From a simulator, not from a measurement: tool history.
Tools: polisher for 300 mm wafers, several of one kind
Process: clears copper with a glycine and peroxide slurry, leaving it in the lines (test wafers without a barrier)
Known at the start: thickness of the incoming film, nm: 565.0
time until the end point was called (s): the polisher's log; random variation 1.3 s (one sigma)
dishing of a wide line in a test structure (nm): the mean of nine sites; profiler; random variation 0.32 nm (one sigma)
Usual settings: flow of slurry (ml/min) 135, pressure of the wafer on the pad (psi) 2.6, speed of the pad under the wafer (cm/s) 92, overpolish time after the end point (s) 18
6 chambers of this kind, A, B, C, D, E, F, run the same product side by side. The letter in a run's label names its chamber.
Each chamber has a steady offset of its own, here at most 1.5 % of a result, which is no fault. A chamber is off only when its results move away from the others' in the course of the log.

run   hour  flow of slurry (ml/min)  pressure of the wafer on the pad (psi)  speed of the pad under the wafer (cm/s)  overpolish time after the end point (s)  time until the end point was called (s)  dishing of a wide line in a test structure (nm)
 1C      9                      135                                     2.6                                       92                                       18                                   130.83                                           25.099
 2E   16.1                      135                                     2.6                                       92                                       18                                   128.39                                               25
      16.5  -- chamber A: worn pad replaced by a new one
 3F   25.4                      135                                     2.6                                       92                                       18                                   128.49                                           24.781
      27.9  -- chamber D: worn pad replaced by a new one
 4B   31.3                      135                                     2.6                                       92                                       18                                   127.45                                           25.144
      31.7  -- chamber E: worn pad replaced by a new one
 5D   42.3                      135                                     2.6                                       92                                       18                                   131.59                                           24.756
      47.8  -- chamber B: worn pad replaced by a new one
 6A   52.8                      135                                     2.6                                       92                                       18                                   126.76                                           25.117
      55.4  -- chamber D: slurry nozzle cleaned
 7B   64.9                      135                                     2.6                                       92                                       18                                   129.73                                           24.951
 8E   75.6                      135                                     2.6                                       92                                       18                                   126.92                                           24.606
      78.7  -- chamber C: worn pad replaced by a new one
 9F   83.4                      135                                     2.6                                       92                                       18                                   129.63                                           24.647
      88.2  -- chamber A: worn pad replaced by a new one
      91.5  -- chamber F: worn pad replaced by a new one
10A   92.1                      135                                     2.6                                       92                                       18                                   127.76                                           24.802
11C  102.4                      135                                     2.6                                       92                                       18                                   130.24                                           24.342
12D  108.6                      135                                     2.6                                       92                                       18                                   130.53                                           25.017
     110.5  -- chamber D: worn pad replaced by a new one
13C  116.4                      135                                     2.6                                       92                                       18                                   130.47                                            24.84
     116.7  -- chamber E: worn pad replaced by a new one
14E  122.3                      135                                     2.6                                       92                                       18                                   129.88                                           25.111
       127  -- chamber A: head pressure recalibrated
     129.5  -- chamber F: slurry nozzle cleaned
15B  129.6                      135                                     3.4                                       92                                       18                                   103.06                                           25.482
16F  141.7                      135                                     3.4                                       92                                       18                                   102.68                                           25.211
17D  147.5                      135                                     3.4                                       92                                       18                                   105.69                                           24.839
18A  156.6                      135                                     3.4                                       92                                       18                                   102.27                                           25.805
19E  169.6                      135                                     3.4                                       92                                       18                                   102.43                                           25.364
     174.3  -- chamber A: worn pad replaced by a new one
     176.9  -- chamber D: head pressure recalibrated
       180  -- chamber F: worn pad replaced by a new one
20F  180.4                      135                                     3.4                                       92                                       18                                   104.28                                           25.614
     188.6  -- chamber B: worn pad replaced by a new one
21A  191.9                      135                                     2.6                                      122                                       18                                   102.33                                           25.296
     193.2  -- chamber C: worn pad replaced by a new one
     199.3  -- chamber D: worn pad replaced by a new one
22D  203.6                      135                                     2.6                                      122                                       18                                    94.38                                           25.372
       214  -- chamber E: worn pad replaced by a new one
23C  216.1                      135                                     2.6                                      122                                       18                                   103.11                                           24.731
24B  225.4                      135                                     2.6                                      122                                       18                                   102.39                                           25.946
     229.1  -- chamber C: slurry nozzle cleaned
25A  231.7                      135                                     2.6                                      122                                       18                                   102.02                                           25.214
       233  -- chamber B: head pressure recalibrated
26F  242.4                      135                                     2.6                                      122                                       18                                   103.74                                           25.413
     253.7  -- chamber A: worn pad replaced by a new one
     255.1  -- chamber F: head pressure recalibrated
27C  255.2                      155                                     2.6                                       92                                       18                                    125.7                                           24.994
28E  264.7                      155                                     2.6                                       92                                       18                                   124.37                                           24.424
29B    273                      155                                     2.6                                       92                                       18                                   127.37                                           25.221
30D  280.5                      155                                     2.6                                       92                                       18                                   121.25                                           24.934
     282.6  -- chamber C: head pressure recalibrated
     285.1  -- chamber D: worn pad replaced by a new one
     290.5  -- chamber C: worn pad replaced by a new one
     291.4  -- chamber F: worn pad replaced by a new one
31B  292.9                      155                                     2.6                                       92                                       18                                   124.97                                           24.876
     299.4  -- chamber E: worn pad replaced by a new one
32A  305.1                      155                                     2.6                                       92                                       18                                   127.21                                           25.133
33C  316.3                      135                                     2.6                                       92                                       18                                    128.9                                           24.606
     319.2  -- chamber E: slurry nozzle cleaned
     328.1  -- chamber B: worn pad replaced by a new one
34E  329.6                      135                                     2.6                                       92                                       18                                   129.07                                           25.041
35F  340.8                      110                                     2.6                                       92                                       27                                   134.47                                           26.183
     346.5  -- chamber A: worn pad replaced by a new one
36D  347.3                      110                                     2.6                                       92                                       27                                   129.63                                            27.15
     359.3  -- chamber A: slurry nozzle cleaned
37C  360.4                      110                                     2.6                                       92                                       27                                   133.48                                           26.788
       365  -- chamber D: slurry nozzle cleaned
38E  367.4                      110                                     2.6                                       92                                       27                                   134.14                                           27.072
     371.1  -- chamber D: worn pad replaced by a new one
39A  379.2                      110                                     2.6                                       92                                       27                                   134.75                                           26.907
     383.5  -- chamber F: worn pad replaced by a new one
40F  386.4                      110                                     2.6                                       92                                       27                                   134.91                                           26.487
       387  -- chamber F: slurry nozzle cleaned
41D  398.2                      135                                     2.6                                       92                                       18                                   121.13                                           25.153
       401  -- chamber B: slurry nozzle cleaned
42B  407.6                      135                                     2.6                                       92                                       18                                   128.85                                           25.366
43F  417.9                      135                                     2.6                                       92                                       18                                   128.03                                           24.162

What goes on in this fleet: one chamber off, a drifting gauge, or nothing beyond the chambers' own small offsets? Name the chamber and the cause, if any.

A service left chamber D off against the others.
Cause: head's pressure above its setpoint, % = 8.72.

Here are 4 candidates for chamber D's next run, each the usual settings with a change, their results left as question marks. Which one brings its results back in line with what the others give on the usual settings?
In line means no further than this from the other chambers' mean on the usual settings: time until the end point was called (s) 4.4; dishing of a wide line in a test structure (nm) 1.1
44D-1  427.6                      135                                     2.7                                       94                                       19                                        ?                                                ?
44D-2  427.6                      135                                     2.5                                       90                                       17                                        ?                                                ?
44D-3  427.6                      140                                     2.8                                       98                                       20                                        ?                                                ?
44D-4  427.6                      130                                     2.4                                       86                                       16                                        ?                                                ?

The other chambers' mean on the usual settings: time until the end point was called (s) 129.12; dishing of a wide line in a test structure (nm) 24.868
  run  time until the end point was called (s)  dishing of a wide line in a test structure (nm)
44D-1                                   116.89                                           25.404
44D-2                                   128.91                                           24.524
44D-3                                   108.85                                           25.692
44D-4                                   139.07                                           23.746
44D-2 brings the chamber back in line.
